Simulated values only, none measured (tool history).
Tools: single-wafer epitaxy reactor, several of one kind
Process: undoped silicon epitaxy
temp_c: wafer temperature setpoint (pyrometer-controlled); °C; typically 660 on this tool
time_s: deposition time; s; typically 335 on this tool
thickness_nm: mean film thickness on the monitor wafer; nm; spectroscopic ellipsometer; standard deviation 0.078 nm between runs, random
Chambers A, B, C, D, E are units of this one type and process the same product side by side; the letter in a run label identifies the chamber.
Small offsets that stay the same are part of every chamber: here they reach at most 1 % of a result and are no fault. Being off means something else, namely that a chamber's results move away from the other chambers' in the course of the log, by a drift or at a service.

run   hour  temp_c  time_s  hours since the last pyrometer calibration  read-back reference wafer on the same gauge, thickness_nm  thickness_nm
 1A    3.9     660     335                                      1126.5                                                     60.889        70.148
 2D    8.2     660     335                                      1440.7                                                       60.9         69.69
 3B   13.8     660     335                                       575.7                                                      60.88        69.654
 4C   19.5     660     335                                        1089                                                     60.844        70.192
 5E   24.1     660     335                                      1283.4                                                     60.857        69.431
 6C   29.4     660     335                                      1098.9                                                     60.846        70.216
 7A   34.2     660     335                                      1156.8                                                     60.823        70.101
 8B   38.7     660     335                                       600.6                                                       60.8        69.624
 9D   43.7     660     335                                      1476.2                                                     60.802        69.522
10E   46.6     660     335                                      1305.9                                                     60.801         69.46
11C   49.9     660     335                                      1119.4                                                     60.793        70.092
12D   54.7     660     335                                      1487.2                                                     60.785        69.618
13A   59.4     660     335                                        1182                                                     60.797        70.041
14E   65.1     660     335                                      1324.4                                                     60.765        69.231
15B   68.5     673     293                                       630.4                                                     60.777        80.224
16A   74.2     673     293                                      1196.8                                                     60.758        80.865
17D   78.8     673     293                                      1511.3                                                      60.73        80.281
18C   83.1     673     293                                      1152.6                                                     60.734        80.834
19B   88.5     673     293                                       650.4                                                     60.707        80.144
20E   91.3     660     335                                      1350.6                                                     60.706        69.436
21C     95     660     335                                      1164.5                                                     60.715        69.956
22E  100.1     660     335                                      1359.4                                                     60.679        69.398
23D  103.1     660     335                                      1535.6                                                     60.693        69.544
24A  106.8     660     335                                      1229.4                                                     60.684        69.959
     111.3  -- chamber A: pyrometer calibrated
25B  112.4     660     335                                       674.3                                                     60.681        69.511
26C    116     660     335                                      1185.5                                                     60.674        69.906
27A  118.9     660     335                                         7.6                                                     60.666        69.879
28E  121.8     660     335                                      1381.1                                                     60.654        69.214
29B  127.8     660     335                                       689.7                                                     60.664        69.418
30D  131.3     660     335                                      1563.8                                                      60.64        69.269
31C  134.6     660     335                                      1204.1                                                     60.632        69.816

Each of the 5 chambers runs these same settings next. Fill in every chamber's results:
32A   139     660     335                                                                                                                    ?
32B   139     660     335                                                                                                                    ?
32C   139     660     335                                                                                                                    ?
32D   139     660     335                                                                                                                    ?
32E   139     660     335                                                                                                                    ?

run  thickness_nm
32A        69.866
32B        69.457
32C        69.941
32D        69.519
32E        69.094

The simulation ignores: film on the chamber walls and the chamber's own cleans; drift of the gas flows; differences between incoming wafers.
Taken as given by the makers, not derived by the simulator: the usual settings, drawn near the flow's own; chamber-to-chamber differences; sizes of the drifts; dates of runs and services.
